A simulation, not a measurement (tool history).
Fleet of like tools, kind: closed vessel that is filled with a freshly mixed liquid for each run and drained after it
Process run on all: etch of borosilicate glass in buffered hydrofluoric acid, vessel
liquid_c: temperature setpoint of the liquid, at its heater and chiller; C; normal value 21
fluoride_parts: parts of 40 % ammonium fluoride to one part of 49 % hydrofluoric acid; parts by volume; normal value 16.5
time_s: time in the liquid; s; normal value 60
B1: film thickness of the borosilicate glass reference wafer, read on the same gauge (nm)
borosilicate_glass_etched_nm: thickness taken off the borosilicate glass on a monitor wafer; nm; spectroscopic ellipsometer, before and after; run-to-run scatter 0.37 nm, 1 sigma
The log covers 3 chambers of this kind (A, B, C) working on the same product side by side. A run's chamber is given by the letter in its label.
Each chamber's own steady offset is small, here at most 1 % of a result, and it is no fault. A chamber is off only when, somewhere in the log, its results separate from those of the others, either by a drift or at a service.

{"run": "1C", "hour": 6.7, "liquid_c": 21, "fluoride_parts": 16.5, "time_s": 60, "B1": 60.007, "borosilicate_glass_etched_nm": 39.244}
{"run": "2A", "hour": 18.7, "liquid_c": 21, "fluoride_parts": 16.5, "time_s": 60, "B1": 60.017, "borosilicate_glass_etched_nm": 38.624}
{"run": "3B", "hour": 28.7, "liquid_c": 21, "fluoride_parts": 16.5, "time_s": 60, "B1": 60.047, "borosilicate_glass_etched_nm": 39.542}
{"run": "4A", "hour": 38.9, "liquid_c": 21, "fluoride_parts": 16.5, "time_s": 60, "B1": 59.971, "borosilicate_glass_etched_nm": 38.487}
{"run": "5C", "hour": 45.8, "liquid_c": 21, "fluoride_parts": 16.5, "time_s": 60, "B1": 59.985, "borosilicate_glass_etched_nm": 38.771}
{"run": "6B", "hour": 58.9, "liquid_c": 21, "fluoride_parts": 16.5, "time_s": 60, "B1": 60.016, "borosilicate_glass_etched_nm": 39.578}
{"run": "7C", "hour": 72.8, "liquid_c": 21, "fluoride_parts": 16.5, "time_s": 45, "B1": 60.021, "borosilicate_glass_etched_nm": 28.971}
{"run": "8B", "hour": 85.5, "liquid_c": 21, "fluoride_parts": 16.5, "time_s": 45, "B1": 59.994, "borosilicate_glass_etched_nm": 29.222}
{"run": "9A", "hour": 99.6, "liquid_c": 21, "fluoride_parts": 16.5, "time_s": 45, "B1": 59.989, "borosilicate_glass_etched_nm": 28.915}
{"run": "10A", "hour": 113.6, "liquid_c": 21, "fluoride_parts": 16.5, "time_s": 60, "B1": 59.996, "borosilicate_glass_etched_nm": 38.486}
{"run": "11C", "hour": 126.6, "liquid_c": 21, "fluoride_parts": 16.5, "time_s": 40, "B1": 59.95, "borosilicate_glass_etched_nm": 25.72}
{"run": "12B", "hour": 135.4, "liquid_c": 21, "fluoride_parts": 16.5, "time_s": 40, "B1": 60.025, "borosilicate_glass_etched_nm": 25.375}
{"run": "13B", "hour": 142.5, "liquid_c": 21, "fluoride_parts": 16.5, "time_s": 40, "B1": 60.051, "borosilicate_glass_etched_nm": 25.285}
{"run": "14A", "hour": 157.0, "liquid_c": 21, "fluoride_parts": 16.5, "time_s": 60, "B1": 59.981, "borosilicate_glass_etched_nm": 37.472}
{"run": "15C", "hour": 170.4, "liquid_c": 21, "fluoride_parts": 16.5, "time_s": 60, "B1": 60.038, "borosilicate_glass_etched_nm": 38.022}
{"run": "16B", "hour": 181.6, "liquid_c": 21, "fluoride_parts": 16.5, "time_s": 60, "B1": 59.96, "borosilicate_glass_etched_nm": 37.146}
{"run": "17A", "hour": 194.7, "liquid_c": 21, "fluoride_parts": 16.5, "time_s": 60, "B1": 60.045, "borosilicate_glass_etched_nm": 38.338}
{"run": "18C", "hour": 208.8, "liquid_c": 21, "fluoride_parts": 16.5, "time_s": 60, "B1": 60.013, "borosilicate_glass_etched_nm": 39.441}
{"run": "19A", "hour": 219.4, "liquid_c": 21, "fluoride_parts": 16.5, "time_s": 60, "B1": 60.037, "borosilicate_glass_etched_nm": 38.864}
{"run": "20B", "hour": 231.3, "liquid_c": 21, "fluoride_parts": 16.5, "time_s": 60, "B1": 59.973, "borosilicate_glass_etched_nm": 36.321}
{"run": "21C", "hour": 240.3, "liquid_c": 21, "fluoride_parts": 16.5, "time_s": 60, "B1": 60.002, "borosilicate_glass_etched_nm": 39.102}
{"run": "22B", "hour": 252.2, "liquid_c": 21, "fluoride_parts": 14, "time_s": 45, "B1": 59.987, "borosilicate_glass_etched_nm": 32.065}
{"hour": 261.1, "done": "chamber B: thermometer replaced"}
{"run": "23C", "hour": 263.1, "liquid_c": 21, "fluoride_parts": 14, "time_s": 45, "B1": 59.988, "borosilicate_glass_etched_nm": 34.461}
{"run": "24A", "hour": 275.5, "liquid_c": 21, "fluoride_parts": 14, "time_s": 45, "B1": 59.989, "borosilicate_glass_etched_nm": 34.124}
{"run": "25C", "hour": 285.6, "liquid_c": 21, "fluoride_parts": 16.5, "time_s": 60, "B1": 59.974, "borosilicate_glass_etched_nm": 39.463}
{"hour": 287.9, "done": "chamber A: hydrofluoric acid flow meter replaced"}
{"run": "26B", "hour": 294.0, "liquid_c": 21, "fluoride_parts": 16.5, "time_s": 60, "B1": 60.028, "borosilicate_glass_etched_nm": 34.758}
{"run": "27A", "hour": 307.8, "liquid_c": 21, "fluoride_parts": 16.5, "time_s": 45, "B1": 60.04, "borosilicate_glass_etched_nm": 28.951}
{"run": "28B", "hour": 318.5, "liquid_c": 21, "fluoride_parts": 16.5, "time_s": 45, "B1": 59.972, "borosilicate_glass_etched_nm": 26.365}
{"hour": 327.2, "done": "chamber C: thermometer replaced"}
{"run": "29C", "hour": 329.0, "liquid_c": 21, "fluoride_parts": 16.5, "time_s": 45, "B1": 60.033, "borosilicate_glass_etched_nm": 29.276}

Is one chamber off against the others, does the gauge drift, or is nothing wrong? If a chamber is off, say which, and what the likeliest cause is.

Little by little, chamber B moves away from the other chambers.
What lies behind it: hydrofluoric acid flow below the setpoint (%) = 12.3.

Below are 4 candidate recipes for chamber B's next run, each the usual settings with a change, their results shown as question marks. Which of them brings B's results back in line with what the other chambers give on the usual settings?
In-line tolerance around the mean of the other chambers on the usual settings: borosilicate_glass_etched_nm 1.3 nm
{"run": "30B-1", "hour": 339.6, "liquid_c": 22, "fluoride_parts": 16.5, "time_s": 60, "borosilicate_glass_etched_nm": "?"}
{"run": "30B-2", "hour": 339.6, "liquid_c": 21.5, "fluoride_parts": 15, "time_s": 60, "borosilicate_glass_etched_nm": "?"}
{"run": "30B-3", "hour": 339.6, "liquid_c": 21, "fluoride_parts": 17, "time_s": 55, "borosilicate_glass_etched_nm": "?"}
{"run": "30B-4", "hour": 339.6, "liquid_c": 20.5, "fluoride_parts": 17, "time_s": 60, "borosilicate_glass_etched_nm": "?"}

Other chambers, usual settings, mean: borosilicate_glass_etched_nm 38.76 nm
run=30B-1 borosilicate_glass_etched_nm=36.085
run=30B-2 borosilicate_glass_etched_nm=38.576
run=30B-3 borosilicate_glass_etched_nm=30.391
run=30B-4 borosilicate_glass_etched_nm=32.239
Change 30B-2 lands the chamber within the allowed miss of the other chambers.
